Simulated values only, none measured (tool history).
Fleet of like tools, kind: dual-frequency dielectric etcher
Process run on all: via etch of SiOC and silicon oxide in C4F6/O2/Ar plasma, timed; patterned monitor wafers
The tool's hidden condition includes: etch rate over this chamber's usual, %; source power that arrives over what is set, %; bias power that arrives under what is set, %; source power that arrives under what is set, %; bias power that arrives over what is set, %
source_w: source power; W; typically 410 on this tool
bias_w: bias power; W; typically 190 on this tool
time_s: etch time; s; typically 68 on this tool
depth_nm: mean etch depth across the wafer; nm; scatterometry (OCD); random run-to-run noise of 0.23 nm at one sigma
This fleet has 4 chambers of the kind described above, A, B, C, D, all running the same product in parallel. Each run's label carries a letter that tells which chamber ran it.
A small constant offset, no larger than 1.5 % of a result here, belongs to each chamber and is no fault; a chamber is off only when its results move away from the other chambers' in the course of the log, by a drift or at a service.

run,day,source_w,bias_w,time_s,hours since the last wet clean,hours since the last source power generator calibration,hours since the last bias power generator calibration,"read-back reference wafer on the same gauge, depth_nm",depth_nm
# day 0.229: chamber B: bias power generator calibrated
1D,0.354,410,190,68,229.1,490.2,2457.1,65.590,78.534
2B,0.604,410,190,68,327.6,632.9,9.1,65.628,78.838
3A,0.812,410,190,68,194.9,3307.0,3584.6,65.592,78.335
4C,1.008,410,190,68,37.1,3103.3,1246.0,65.588,78.343
# day 1.083: chamber A: source power generator calibrated
5C,1.238,410,190,49,42.6,3108.8,1251.5,65.585,56.072
# day 1.458: chamber B: wet clean of the chamber
6D,1.638,410,190,49,259.9,521.0,2487.9,65.611,56.782
7A,1.879,410,190,49,220.5,19.2,3610.2,65.607,56.497
# day 1.912: chamber D: bias power generator calibrated
8B,2.183,410,190,49,17.5,670.8,47.0,65.583,56.696
9A,2.408,410,190,68,233.2,31.9,3622.9,65.597,78.916
10D,2.617,410,190,68,283.4,544.5,17.0,65.559,79.091
11B,2.925,410,190,68,35.3,688.6,64.8,65.584,79.220
12C,3.312,410,190,68,92.4,3158.6,1301.3,65.579,77.915
13D,3.621,410,190,68,307.5,568.6,41.1,65.575,78.838
14B,3.888,410,190,68,58.4,711.7,87.9,65.588,79.205
15A,4.204,490,190,68,276.3,75.0,3666.0,65.562,84.083
16C,4.429,490,190,68,119.2,3185.4,1328.1,65.581,84.038
17D,4.692,490,190,68,333.2,594.3,66.8,65.649,85.036
18C,5.054,490,190,68,134.2,3200.4,1343.1,65.617,84.002
19A,5.342,410,190,68,303.6,102.3,3693.3,65.601,78.239
20B,5.692,410,190,68,101.7,755.0,131.2,65.600,78.969
21D,5.917,410,190,68,362.6,623.7,96.2,65.609,78.729
22B,6.175,410,190,68,113.3,766.6,142.8,65.642,78.927
23A,6.471,410,190,68,330.7,129.4,3720.4,65.553,78.199
24C,6.850,410,190,68,177.3,3243.5,1386.2,65.608,77.654
25A,7.229,410,190,68,348.9,147.6,3738.6,65.657,78.802
26B,7.483,410,190,68,144.7,798.0,174.2,65.572,78.892
27D,7.679,410,190,68,404.9,666.0,138.5,65.601,78.952
28C,8.083,410,190,68,206.9,3273.1,1415.8,65.621,77.872
29D,8.325,410,190,68,420.4,681.5,154.0,65.643,78.591
30C,8.612,410,190,68,219.6,3285.8,1428.5,65.552,78.217
31A,8.929,410,190,68,389.7,188.4,3779.4,65.589,78.726
32B,9.208,410,190,68,186.1,839.4,215.6,65.590,78.885
33A,9.479,410,190,68,402.9,201.6,3792.6,65.617,78.864
34D,9.862,410,190,68,457.3,718.4,190.9,65.638,78.474
35C,10.242,410,190,68,258.7,3324.9,1467.6,65.602,77.765
36B,10.512,410,190,68,217.4,870.7,246.9,65.615,78.847
37B,10.892,410,190,68,226.5,879.8,256.0,65.604,78.650

All chambers now run identical settings, listed one chamber a line with results as question marks. What results will each chamber show?
38A,11.192,410,190,68,,,,,?
38B,11.192,410,190,68,,,,,?
38C,11.192,410,190,68,,,,,?
38D,11.192,410,190,68,,,,,?

run,depth_nm
38A,78.568
38B,78.393
38C,78.267
38D,78.970
